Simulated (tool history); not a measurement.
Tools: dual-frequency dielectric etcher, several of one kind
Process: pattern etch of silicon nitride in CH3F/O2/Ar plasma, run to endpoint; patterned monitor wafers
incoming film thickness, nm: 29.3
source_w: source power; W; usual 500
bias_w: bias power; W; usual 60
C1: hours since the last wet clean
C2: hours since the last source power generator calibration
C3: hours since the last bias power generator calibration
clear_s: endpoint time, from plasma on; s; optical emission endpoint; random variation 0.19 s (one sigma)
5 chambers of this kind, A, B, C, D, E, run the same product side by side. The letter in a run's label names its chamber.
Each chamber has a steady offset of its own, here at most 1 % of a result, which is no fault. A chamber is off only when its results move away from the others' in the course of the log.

Run 1A, hour 11.2: usual settings; C1 159.5; C2 1203.8; C3 1231.9. Result: clear_s 41.638 s.
Run 2B, hour 17.8: usual settings; C1 333; C2 948.5; C3 1087.6. Result: clear_s 41.27 s.
Run 3E, hour 28.9: usual settings; C1 267.2; C2 3316; C3 287.9. Result: clear_s 41.127 s.
Run 4D, hour 34.5: usual settings; C1 68.6; C2 2978.7; C3 2076.2. Result: clear_s 41.147 s.
Run 5C, hour 39.4: usual settings but source_w 400 W, bias_w 74 W; C1 410.9; C2 2738.1; C3 1698.1. Result: clear_s 41.64 s.
At hour 44.3: chamber D: bias power generator calibrated.
Run 6B, hour 44.5: usual settings but source_w 400 W, bias_w 74 W; C1 359.7; C2 975.2; C3 1114.3. Result: clear_s 41.832 s.
Run 7E, hour 55: usual settings but source_w 400 W, bias_w 74 W; C1 293.3; C2 3342.1; C3 314. Result: clear_s 41.832 s.
Run 8C, hour 63.7: usual settings but source_w 400 W, bias_w 74 W; C1 435.2; C2 2762.4; C3 1722.4. Result: clear_s 41.743 s.
Run 9D, hour 72.2: usual settings but source_w 400 W, bias_w 74 W; C1 106.3; C2 3016.4; C3 27.9. Result: clear_s 41.918 s.
Run 10A, hour 80.4: usual settings; C1 228.7; C2 1273; C3 1301.1. Result: clear_s 41.014 s.
Run 11B, hour 87.8: usual settings; C1 403; C2 1018.5; C3 1157.6. Result: clear_s 41.334 s.
Run 12A, hour 98.3: usual settings but source_w 570 W, bias_w 46 W; C1 246.6; C2 1290.9; C3 1319. Result: clear_s 42.079 s.
Run 13C, hour 109.2: usual settings but source_w 570 W, bias_w 46 W; C1 480.7; C2 2807.9; C3 1767.9. Result: clear_s 42.331 s.
Run 14E, hour 119.8: usual settings but source_w 570 W, bias_w 46 W; C1 358.1; C2 3406.9; C3 378.8. Result: clear_s 42.158 s.
Run 15D, hour 129.4: usual settings but source_w 570 W, bias_w 46 W; C1 163.5; C2 3073.6; C3 85.1. Result: clear_s 43.055 s.
Run 16B, hour 138: usual settings but source_w 570 W, bias_w 46 W; C1 453.2; C2 1068.7; C3 1207.8. Result: clear_s 42.287 s.
Run 17E, hour 145.2: usual settings; C1 383.5; C2 3432.3; C3 404.2. Result: clear_s 40.66 s.
Run 18A, hour 150.5: usual settings; C1 298.8; C2 1343.1; C3 1371.2. Result: clear_s 41.049 s.
Run 19D, hour 157.9: usual settings; C1 192; C2 3102.1; C3 113.6. Result: clear_s 41.471 s.
At hour 158.2: chamber C: wet clean of the chamber.
Run 20C, hour 167.1: usual settings; C1 9; C2 2865.8; C3 1825.8. Result: clear_s 41.014 s.
Run 21D, hour 172.7: usual settings; C1 206.8; C2 3116.9; C3 128.4. Result: clear_s 41.291 s.
At hour 182.1: chamber E: wet clean of the chamber.
Run 22E, hour 183.3: usual settings; C1 1.2; C2 3470.4; C3 442.3. Result: clear_s 39.334 s.
Run 23C, hour 189: usual settings; C1 30.9; C2 2887.7; C3 1847.7. Result: clear_s 41.064 s.
Run 24A, hour 194.4: usual settings; C1 342.7; C2 1387; C3 1415.1. Result: clear_s 40.838 s.
Run 25B, hour 203.4: usual settings but bias_w 54 W; C1 518.6; C2 1134.1; C3 1273.2. Result: clear_s 42.585 s.
Run 26A, hour 208.7: usual settings but bias_w 54 W; C1 357; C2 1401.3; C3 1429.4. Result: clear_s 42.637 s.
Run 27E, hour 218.9: usual settings but bias_w 54 W; C1 36.8; C2 3506; C3 477.9. Result: clear_s 40.485 s.
Run 28C, hour 228.4: usual settings but bias_w 54 W; C1 70.3; C2 2927.1; C3 1887.1. Result: clear_s 42.737 s.
Run 29D, hour 238.4: usual settings but bias_w 54 W; C1 272.5; C2 3182.6; C3 194.1. Result: clear_s 42.945 s.
Run 30B, hour 248.6: usual settings; C1 563.8; C2 1179.3; C3 1318.4. Result: clear_s 41.241 s.
At hour 252.8: chamber B: wet clean of the chamber.
Run 31E, hour 257.4: usual settings; C1 75.3; C2 3544.5; C3 516.4. Result: clear_s 39.159 s.
Run 32B, hour 267.4: usual settings but source_w 440 W; C1 14.6; C2 1198.1; C3 1337.2. Result: clear_s 43.541 s.
Run 33C, hour 274.3: usual settings but source_w 440 W; C1 116.2; C2 2973; C3 1933. Result: clear_s 43.204 s.
Run 34D, hour 280.3: usual settings but source_w 440 W; C1 314.4; C2 3224.5; C3 236. Result: clear_s 43.617 s.
Run 35A, hour 287.8: usual settings but source_w 440 W; C1 436.1; C2 1480.4; C3 1508.5. Result: clear_s 42.991 s.
Run 36B, hour 297: usual settings but source_w 440 W; C1 44.2; C2 1227.7; C3 1366.8. Result: clear_s 43.437 s.
Run 37A, hour 303.8: usual settings but source_w 610 W, bias_w 73 W; C1 452.1; C2 1496.4; C3 1524.5. Result: clear_s 35.713 s.
Run 38E, hour 310.8: usual settings but source_w 610 W, bias_w 73 W; C1 128.7; C2 3597.9; C3 569.8. Result: clear_s 34.013 s.
Run 39D, hour 318.1: usual settings but source_w 610 W, bias_w 73 W; C1 352.2; C2 3262.3; C3 273.8. Result: clear_s 35.73 s.
Run 40C, hour 329.1: usual settings but source_w 610 W, bias_w 73 W; C1 171; C2 3027.8; C3 1987.8. Result: clear_s 35.687 s.
Run 41B, hour 338.6: usual settings but source_w 610 W, bias_w 73 W; C1 85.8; C2 1269.3; C3 1408.4. Result: clear_s 35.968 s.
Run 42A, hour 343.9: usual settings; C1 492.2; C2 1536.5; C3 1564.6. Result: clear_s 40.796 s.
Run 43C, hour 353.3: usual settings; C1 195.2; C2 3052; C3 2012. Result: clear_s 41.111 s.
Run 44E, hour 362.6: usual settings; C1 180.5; C2 3649.7; C3 621.6. Result: clear_s 39.064 s.

Is one chamber off against the others, does the gauge drift, or is nothing wrong? If a chamber is off, say which, and what the likeliest cause is.

A service left chamber E off against the others.
Cause: etch rate over this chamber's usual, % = 4.14.

Here are 4 candidates for chamber E's next run, each the usual settings with a change, their results left as question marks. Which one brings its results back in line with what the others give on the usual settings?
In line means no further than this from the other chambers' mean on the usual settings: clear_s 0.67 s
Run 45E-1, hour 370.7: usual settings but source_w 560 W, bias_w 66 W. Result: clear_s ?.
Run 45E-2, hour 370.7: usual settings but bias_w 70 W. Result: clear_s ?.
Run 45E-3, hour 370.7: usual settings but source_w 440 W, bias_w 54 W. Result: clear_s ?.
Run 45E-4, hour 370.7: usual settings but source_w 460 W, bias_w 56 W. Result: clear_s ?.

The other chambers' mean on the usual settings: clear_s 41.233 s
  run  clear_s
45E-1   36.255
45E-2   37.139
45E-3   42.459
45E-4   41.252
45E-4 brings the chamber back in line.

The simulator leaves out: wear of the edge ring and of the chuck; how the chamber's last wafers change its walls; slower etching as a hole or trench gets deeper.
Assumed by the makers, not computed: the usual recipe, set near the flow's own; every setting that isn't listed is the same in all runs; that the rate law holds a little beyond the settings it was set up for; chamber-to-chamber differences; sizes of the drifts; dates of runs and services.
